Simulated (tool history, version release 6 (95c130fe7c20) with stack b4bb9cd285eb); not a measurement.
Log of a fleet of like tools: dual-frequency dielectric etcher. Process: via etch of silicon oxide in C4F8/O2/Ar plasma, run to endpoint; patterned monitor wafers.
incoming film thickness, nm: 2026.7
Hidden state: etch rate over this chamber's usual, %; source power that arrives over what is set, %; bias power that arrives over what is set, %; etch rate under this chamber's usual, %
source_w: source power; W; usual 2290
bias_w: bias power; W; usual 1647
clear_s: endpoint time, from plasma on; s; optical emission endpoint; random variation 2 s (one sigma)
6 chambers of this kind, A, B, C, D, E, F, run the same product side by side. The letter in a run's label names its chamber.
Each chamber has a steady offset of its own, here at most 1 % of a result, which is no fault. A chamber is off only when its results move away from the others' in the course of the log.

run	hour	source_w	bias_w	hours since the last wet clean	hours since the last source power generator calibration	hours since the last bias power generator calibration	clear_s
1D	6.9	2290	1647	214.1	1243.1	2773.4	398
2C	13.4	2290	1647	372.1	3799	2413.9	397.12
3E	16.7	2290	1647	364.1	753.3	1132.1	399.91
4F	23	2290	1647	132.8	324.3	1637.2	395.98
5B	28.6	2290	1647	114.9	993	3356.8	404.09
# hour 30.2: chamber C: wet clean of the chamber
6A	34.7	2290	1647	148.8	775.7	1275.2	396.71
7D	38.5	2290	1647	245.7	1274.7	2805	397.37
8B	42.1	2290	1647	128.4	1006.5	3370.3	401.58
9F	45.9	2290	1647	155.7	347.2	1660.1	394.96
10A	53.2	2290	1647	167.3	794.2	1293.7	395.52
11C	58.7	2290	1647	28.6	3844.3	2459.2	401.64
12E	64.3	2290	1647	411.7	800.9	1179.7	398.77
13A	70.8	2290	1647	184.9	811.8	1311.3	398.22
14D	76.6	2290	1647	283.8	1312.8	2843.1	395.05
15F	82.5	2290	1647	192.3	383.8	1696.7	395.95
16E	87.2	2290	1647	434.6	823.8	1202.6	399.94
17B	90.5	2290	1647	176.8	1054.9	3418.7	408.04
18C	94.5	2290	1647	64.4	3880.1	2495	401.76
19C	98.5	2600	1647	68.4	3884.1	2499	379.08
20B	103.7	2600	1647	190	1068.1	3431.9	388.64
# hour 104.9: chamber E: wet clean of the chamber
21E	108.2	2600	1647	3.4	844.8	1223.6	380.96
22A	115.2	2600	1647	229.3	856.2	1355.7	379.28
23F	122.4	2600	1647	232.2	423.7	1736.6	377.82
24D	126.9	2600	1647	334.1	1363.1	2893.4	373.76
25A	130.5	2290	1647	244.6	871.5	1371	401.29
26D	137.3	2290	1647	344.5	1373.5	2903.8	394.53
27B	143.1	2290	1647	229.4	1107.5	3471.3	415.66
28F	148.4	2290	1647	258.2	449.7	1762.6	396.42
29E	154.5	2290	1647	49.7	891.1	1269.9	400.54
30C	161.6	2290	1276	131.5	3947.2	2562.1	427.34
31E	166.6	2290	1276	61.8	903.2	1282	432.3
32F	171	2290	1276	280.8	472.3	1785.2	425.68
33A	174.2	2290	1276	288.3	915.2	1414.7	424.03
34D	179	2290	1276	386.2	1415.2	2945.5	424.83
35B	183	2290	1276	269.3	1147.4	3511.2	445.98
36C	187.8	2290	1647	157.7	3973.4	2588.3	400.13
37F	194.3	2290	1647	304.1	495.6	1808.5	394.46
38B	199.2	2290	1647	285.5	1163.6	3527.4	416.98

Next, every chamber runs the same settings. What will each give?
39A	204.5	2290	1647				?
39B	204.5	2290	1647				?
39C	204.5	2290	1647				?
39D	204.5	2290	1647				?
39E	204.5	2290	1647				?
39F	204.5	2290	1647				?

run	clear_s
39A	400.53
39B	419.3
39C	399.73
39D	396.92
39E	401.43
39F	395.56

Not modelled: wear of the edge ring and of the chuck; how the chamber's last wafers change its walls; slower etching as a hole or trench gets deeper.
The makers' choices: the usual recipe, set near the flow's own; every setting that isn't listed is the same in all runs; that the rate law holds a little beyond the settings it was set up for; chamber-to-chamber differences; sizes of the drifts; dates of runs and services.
